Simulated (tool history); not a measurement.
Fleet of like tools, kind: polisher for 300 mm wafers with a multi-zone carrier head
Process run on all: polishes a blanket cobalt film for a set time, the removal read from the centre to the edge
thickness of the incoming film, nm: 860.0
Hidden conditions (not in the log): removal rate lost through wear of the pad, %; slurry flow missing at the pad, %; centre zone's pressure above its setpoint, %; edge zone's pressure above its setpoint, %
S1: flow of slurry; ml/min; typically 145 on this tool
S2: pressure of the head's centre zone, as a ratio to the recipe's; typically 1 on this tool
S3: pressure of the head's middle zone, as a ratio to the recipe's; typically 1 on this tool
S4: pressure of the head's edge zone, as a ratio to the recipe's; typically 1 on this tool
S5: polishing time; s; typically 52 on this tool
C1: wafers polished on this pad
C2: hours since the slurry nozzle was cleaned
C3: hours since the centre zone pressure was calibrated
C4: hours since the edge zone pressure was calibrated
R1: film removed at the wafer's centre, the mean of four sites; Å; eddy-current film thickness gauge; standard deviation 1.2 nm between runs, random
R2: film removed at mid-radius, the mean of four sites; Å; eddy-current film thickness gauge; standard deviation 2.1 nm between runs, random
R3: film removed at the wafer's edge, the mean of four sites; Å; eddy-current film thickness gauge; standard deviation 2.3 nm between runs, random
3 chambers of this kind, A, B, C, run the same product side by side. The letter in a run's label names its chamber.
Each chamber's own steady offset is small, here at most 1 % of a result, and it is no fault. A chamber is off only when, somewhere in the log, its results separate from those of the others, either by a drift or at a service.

run,hour,S1,S2,S3,S4,S5,C1,C2,C3,C4,R1,R2,R3
1C,13.2,145,1,1,1,52,838,194.3,797.2,136.5,1769.3,1769.4,1747.8
# hour 18: chamber B: worn pad replaced by a new one
2B,20.9,145,1,1,1,52,41,323.4,602.6,485.3,1727.5,1730.6,1732.6
# hour 24.2: chamber B: slurry nozzle cleaned
3A,28.2,145,1,1,1,52,671,730,413.4,438.8,1751.9,1751.1,1774
# hour 33.7: chamber C: worn pad replaced by a new one
4A,36.7,145,1,1,1,52,788,738.5,421.9,447.3,1718.4,1751.4,1778.4
# hour 42.1: chamber A: worn pad replaced by a new one
5B,45.7,145,1,1,1,52,382,21.6,627.4,510.1,1740.6,1762.9,1736.6
# hour 51: chamber A: slurry nozzle cleaned
6C,58.6,145,0.96,1,1,52,342,239.7,842.6,181.9,1702.7,1747.4,1770.6
7B,72.5,145,0.96,1,1,52,750,48.4,654.2,536.9,1685.3,1756.8,1726.4
8C,83.3,145,0.96,1,1,52,682,264.4,867.3,206.6,1676.7,1772.4,1776.9
# hour 94.1: chamber B: worn pad replaced by a new one
9A,96.4,145,1,1,1,52,747,45.4,481.6,507,1735.5,1752.7,1773.9
# hour 106.3: chamber C: worn pad replaced by a new one
10B,111.7,145,1,1,1,52,243,87.6,693.4,576.1,1725.2,1757.2,1722.9
# hour 120.5: chamber A: worn pad replaced by a new one
11C,125,145,1,1,1,52,258,306.1,909,248.3,1743.7,1763.5,1771.8
12A,136.3,145,1,1,0.92,52,218,85.3,521.5,546.9,1762,1734.8,1678.5
# hour 143.6: chamber B: centre zone pressure recalibrated
13C,151.2,145,1,1,0.92,52,618,332.3,935.2,274.5,1767.5,1774.7,1680.2
# hour 152.7: chamber B: worn pad replaced by a new one
14B,163.7,145,1,1,0.92,52,151,139.6,20.2,628.1,1750.4,1747.2,1672.6
15A,174.9,145,1,1,1,52,749,123.9,560.1,585.5,1775.3,1724.9,1757.1
# hour 179.5: chamber C: worn pad replaced by a new one
16C,183,145,1,1,1,52,48,364.1,967,306.3,1764.9,1727.7,1773.4
17B,192,145,1,1,1,52,541,167.9,48.5,656.4,1739.3,1724,1723.7
# hour 193.6: chamber A: worn pad replaced by a new one
18A,203.8,145,1,1,1,52,141,152.8,589,614.4,1792.5,1758.2,1764.2
# hour 212.3: chamber B: worn pad replaced by a new one
19C,212.5,145,1,1,1.05,68,454,393.6,996.5,335.8,2281.9,2274.8,2379.3
20A,224.5,145,1,1,1.05,68,426,173.5,609.7,635.1,2297,2294.4,2338.4
21B,233.9,145,1,1,1.05,68,297,209.8,90.4,698.3,2278.8,2295.6,2396.1
22B,242.3,145,1,1,0.93,52,413,218.2,98.8,706.7,1753,1797,1696.7
# hour 246.8: chamber C: worn pad replaced by a new one
# hour 248.8: chamber B: edge zone pressure recalibrated
23A,255.1,145,1,1,0.93,52,847,204.1,640.3,665.7,1785.6,1718.2,1716.6
# hour 263.8: chamber A: worn pad replaced by a new one
24C,270.5,145,1,1,0.93,52,326,451.6,1054.5,393.8,1749.8,1759.2,1688.6
# hour 270.7: chamber B: worn pad replaced by a new one
25B,279.1,145,1,1.1,1.07,52,116,255,135.6,30.3,1756.3,1906,1806.5
# hour 281.7: chamber C: centre zone pressure recalibrated
26C,292.6,145,1,1.1,1.07,52,630,473.7,11,415.9,1765.5,1890.7,1764.7
27A,301.1,145,1,1.1,1.07,52,513,250.1,686.3,711.7,1809.5,1951.8,1821.9
28C,310.1,145,1,1,1,52,871,491.2,28.5,433.4,1757,1717.6,1735.4
29B,318.9,145,1,1,1,52,664,294.8,175.4,70.1,1729.4,1745.3,1743.4
30A,329.4,145,1.07,1,1,52,903,278.4,714.6,740,1961,1740.5,1768.6
# hour 331.4: chamber A: worn pad replaced by a new one
31A,341.8,145,1.07,1,1,52,144,290.8,727,752.4,1951,1747,1782.8

Decide between three cases: one chamber stands off from its peers, the gauge reading all wafers drifts, or nothing is wrong past each chamber's small offset. Where a chamber is off, say which and what most likely put it there.

It is chamber A that slowly wanders off from its peers.
Most likely cause: centre zone's pressure above its setpoint, % = 4.82.

Which of the 4 candidates below, each the usual settings with something changed and its results left as question marks, puts chamber A back in line with what the other chambers give on the usual settings?
In line here means within this much of the mean the other chambers give on the usual settings: R1 42 Å; R2 74 Å; R3 79 Å
32A-1,352.9,145,0.97,1.02,1,51,,,,,?,?,?
32A-2,352.9,140,0.94,1.03,1.01,51,,,,,?,?,?
32A-3,352.9,150,1.06,0.97,0.99,53,,,,,?,?,?
32A-4,352.9,145,1.03,0.98,1,53,,,,,?,?,?

Usual-settings mean across the other chambers: R1 1751 Å; R2 1743.9 Å; R3 1746 Å
run,R1,R2,R3
32A-1,1734.5,1729,1728.8
32A-2,1663.2,1732.6,1729
32A-3,1998.2,1727.3,1796.8
32A-4,1923.2,1732.4,1797.6
32A-1 puts the chamber back in line with the other chambers.
